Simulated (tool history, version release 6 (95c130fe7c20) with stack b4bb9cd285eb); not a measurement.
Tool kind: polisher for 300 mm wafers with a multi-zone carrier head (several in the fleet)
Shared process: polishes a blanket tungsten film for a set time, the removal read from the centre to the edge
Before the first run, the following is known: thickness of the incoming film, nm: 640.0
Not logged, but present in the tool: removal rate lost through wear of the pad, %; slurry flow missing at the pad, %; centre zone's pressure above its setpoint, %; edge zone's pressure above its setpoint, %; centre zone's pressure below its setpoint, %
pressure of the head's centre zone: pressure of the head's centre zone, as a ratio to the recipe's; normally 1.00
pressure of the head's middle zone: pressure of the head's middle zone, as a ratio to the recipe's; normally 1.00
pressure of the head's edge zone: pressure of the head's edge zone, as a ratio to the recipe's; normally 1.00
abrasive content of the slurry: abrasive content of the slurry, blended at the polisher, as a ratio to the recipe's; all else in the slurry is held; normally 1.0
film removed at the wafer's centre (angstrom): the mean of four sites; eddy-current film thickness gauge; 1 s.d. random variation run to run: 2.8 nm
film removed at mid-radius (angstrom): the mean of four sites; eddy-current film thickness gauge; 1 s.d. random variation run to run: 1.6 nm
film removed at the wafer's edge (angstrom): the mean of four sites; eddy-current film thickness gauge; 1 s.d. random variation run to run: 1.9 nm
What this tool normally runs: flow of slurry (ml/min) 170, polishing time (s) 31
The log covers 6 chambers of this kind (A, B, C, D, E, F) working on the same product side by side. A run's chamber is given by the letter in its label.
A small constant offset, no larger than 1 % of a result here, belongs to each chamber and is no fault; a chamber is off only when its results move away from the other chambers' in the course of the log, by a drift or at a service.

run	hour	flow of slurry (ml/min)	pressure of the head's centre zone	pressure of the head's middle zone	pressure of the head's edge zone	abrasive content of the slurry	polishing time (s)	wafers polished on this pad	hours since the slurry nozzle was cleaned	hours since the centre zone pressure was calibrated	hours since the edge zone pressure was calibrated	film removed at the wafer's centre (angstrom)	film removed at mid-radius (angstrom)	film removed at the wafer's edge (angstrom)
# hour 7.2: chamber D: edge zone pressure recalibrated
1F	7.7	170	1.00	1.00	1.00	1.0	31	618	14.0	268.2	1024.0	1846.3	1892.2	1842.8
# hour 8.2: chamber C: worn pad replaced by a new one
# hour 8.8: chamber B: worn pad replaced by a new one
2B	13.9	170	1.00	1.00	1.00	1.0	31	74	404.9	636.1	744.3	1865.7	1843.7	1867.3
3E	22.1	170	1.00	1.00	1.00	1.0	31	441	264.4	506.9	148.5	1862.5	1899.5	1877.6
# hour 24.9: chamber D: worn pad replaced by a new one
# hour 27.3: chamber F: worn pad replaced by a new one
4A	31.1	170	1.00	1.00	1.00	1.0	31	984	506.0	149.3	1115.8	1832.6	1889.3	1875.8
# hour 34.1: chamber A: worn pad replaced by a new one
5C	39.9	145	1.00	1.00	1.00	1.0	31	462	171.3	1370.0	322.1	1804.5	1778.6	1790.4
6D	50.2	145	1.00	1.00	1.00	1.0	31	368	466.9	94.9	43.0	1814.6	1819.6	1836.3
7E	56.5	145	1.00	1.00	1.00	1.0	31	942	298.8	541.3	182.9	1865.3	1838.8	1833.9
# hour 59.7: chamber F: edge zone pressure recalibrated
8D	62.1	145	1.00	1.00	1.00	1.0	31	542	478.8	106.8	54.9	1757.8	1825.9	1828.2
9C	70.3	145	1.00	1.00	1.00	1.0	31	905	201.7	1400.4	352.5	1757.5	1796.7	1810.0
# hour 74.8: chamber C: worn pad replaced by a new one
# hour 77.0: chamber E: worn pad replaced by a new one
# hour 77.2: chamber C: slurry nozzle cleaned
# hour 77.4: chamber B: worn pad replaced by a new one
10B	79.7	145	1.00	1.00	1.00	1.0	31	33	470.7	701.9	810.1	1729.0	1822.2	1841.2
11A	85.6	170	1.00	1.00	1.00	1.0	31	750	560.5	203.8	1170.3	1857.1	1856.9	1910.8
# hour 88.9: chamber F: worn pad replaced by a new one
12F	92.4	170	1.00	1.00	1.00	1.0	31	52	98.7	352.9	32.8	1827.5	1877.6	1821.9
# hour 95.1: chamber D: worn pad replaced by a new one
13C	100.3	170	1.00	1.00	1.00	1.0	31	371	23.2	1430.4	382.5	1831.0	1892.3	1862.5
# hour 101.5: chamber A: worn pad replaced by a new one
14A	109.8	170	1.00	1.00	1.00	1.0	31	122	584.7	228.0	1194.5	1847.8	1882.6	1887.5
# hour 111.2: chamber C: edge zone pressure recalibrated
15E	116.1	170	1.00	1.00	1.00	1.0	31	570	358.4	600.9	242.5	1854.5	1884.8	1850.7
16D	126.4	170	1.00	1.00	1.00	1.0	31	456	543.1	171.1	119.2	1827.8	1869.8	1878.7
17B	135.5	170	1.00	1.00	1.00	1.0	31	847	526.5	757.7	865.9	1812.8	1863.8	1855.3
18F	140.3	170	1.00	1.00	1.00	1.0	31	750	146.6	400.8	80.7	1877.3	1865.0	1839.7
# hour 147.3: chamber C: worn pad replaced by a new one
19D	149.1	170	1.00	1.00	1.00	1.0	35	787	565.8	193.8	141.9	2118.7	2088.9	2071.2
20C	156.3	170	1.00	1.00	1.00	1.0	35	131	79.2	1486.4	45.2	2079.8	2138.8	2053.5
# hour 159.7: chamber E: worn pad replaced by a new one
21B	161.9	170	1.00	1.00	1.00	1.0	35	1231	552.9	784.1	892.3	2126.4	2070.6	2152.9
# hour 164.1: chamber B: worn pad replaced by a new one
# hour 165.1: chamber F: worn pad replaced by a new one
# hour 168.4: chamber B: edge zone pressure recalibrated
# hour 168.8: chamber A: edge zone pressure recalibrated
22A	170.9	170	1.00	1.00	1.00	1.0	35	1012	645.8	289.1	2.2	2093.0	2109.9	2096.8
# hour 171.6: chamber D: worn pad replaced by a new one
# hour 178.4: chamber A: worn pad replaced by a new one
23E	181.3	170	1.00	1.00	1.00	1.0	35	314	423.6	666.1	307.7	2088.4	2090.8	2127.2
24F	189.2	170	1.00	1.00	1.00	1.0	35	351	195.5	449.7	129.6	2081.3	2099.8	2067.9
# hour 190.2: chamber C: centre zone pressure recalibrated
25A	194.6	170	1.00	1.00	1.00	1.0	31	237	669.5	312.8	25.9	1866.8	1873.5	1886.6
26C	200.2	170	1.00	1.00	1.00	1.0	31	771	123.1	10.1	89.1	1843.9	1855.5	1851.7
27D	206.3	170	1.00	1.00	1.00	1.0	31	505	623.0	251.0	199.1	1861.8	1854.1	1875.0
# hour 210.7: chamber C: worn pad replaced by a new one
28E	216.0	170	1.00	1.00	1.00	1.0	31	820	458.3	700.8	342.4	1886.1	1895.4	1897.7
29B	224.5	170	1.00	1.00	1.00	1.0	31	881	615.5	846.7	56.2	1860.1	1853.2	1844.0
# hour 230.9: chamber F: worn pad replaced by a new one
30F	234.4	170	1.00	1.00	1.00	1.0	31	52	240.7	494.9	174.8	1837.5	1844.9	1838.9
# hour 236.3: chamber E: centre zone pressure recalibrated
31F	239.2	170	1.00	1.00	1.00	1.0	31	121	245.5	499.7	179.6	1900.9	1852.5	1865.3
# hour 242.7: chamber A: slurry nozzle cleaned
# hour 242.8: chamber D: worn pad replaced by a new one
# hour 245.0: chamber B: worn pad replaced by a new one
# hour 246.2: chamber E: worn pad replaced by a new one
32E	248.1	170	1.00	1.00	1.00	1.0	31	28	490.4	11.9	374.5	1854.5	1879.2	1870.8
# hour 249.6: chamber B: slurry nozzle cleaned
# hour 254.4: chamber A: worn pad replaced by a new one
33B	257.4	170	1.00	1.06	1.00	1.3	31	181	7.9	879.6	89.1	1991.5	2105.9	1975.5
34A	264.7	170	1.00	1.06	1.00	1.3	31	150	22.0	382.9	96.0	1970.4	2098.7	1983.9
# hour 271.9: chamber C: worn pad replaced by a new one
35C	275.0	170	1.00	1.06	1.00	1.3	31	46	197.9	84.9	163.9	1947.4	2099.4	1938.3
# hour 282.9: chamber A: centre zone pressure recalibrated
36D	284.6	170	1.00	1.06	1.00	1.3	31	610	701.3	329.3	277.4	1993.1	2098.0	1992.5
# hour 285.0: chamber C: slurry nozzle cleaned
# hour 288.5: chamber B: centre zone pressure recalibrated
37E	293.7	170	1.00	1.06	1.00	1.3	31	693	536.0	57.5	420.1	2010.2	2114.8	2010.5
# hour 298.6: chamber F: worn pad replaced by a new one
38F	299.4	170	1.00	1.06	1.00	1.3	31	12	305.7	559.9	239.8	1932.2	2101.7	1988.9
39D	309.7	170	1.00	1.00	1.00	1.0	31	976	726.4	354.4	302.5	1873.8	1862.7	1870.2
40B	320.1	170	1.11	1.00	1.12	1.0	31	1095	70.6	31.7	151.8	2025.3	1860.4	1960.1
# hour 322.4: chamber A: worn pad replaced by a new one
41A	328.2	170	1.11	1.00	1.12	1.0	31	84	85.5	45.3	159.5	2104.0	1855.1	1996.6
# hour 333.9: chamber C: worn pad replaced by a new one
42C	338.4	170	1.11	1.00	1.12	1.0	31	65	53.5	148.3	227.3	2099.7	1869.9	2013.3

What goes on in this fleet: one chamber off, a drifting gauge, or nothing beyond the chambers' own small offsets? Name the chamber and the cause, if any.

The fleet is healthy, with each chamber sitting at its usual small offset and no drift in the gauge.
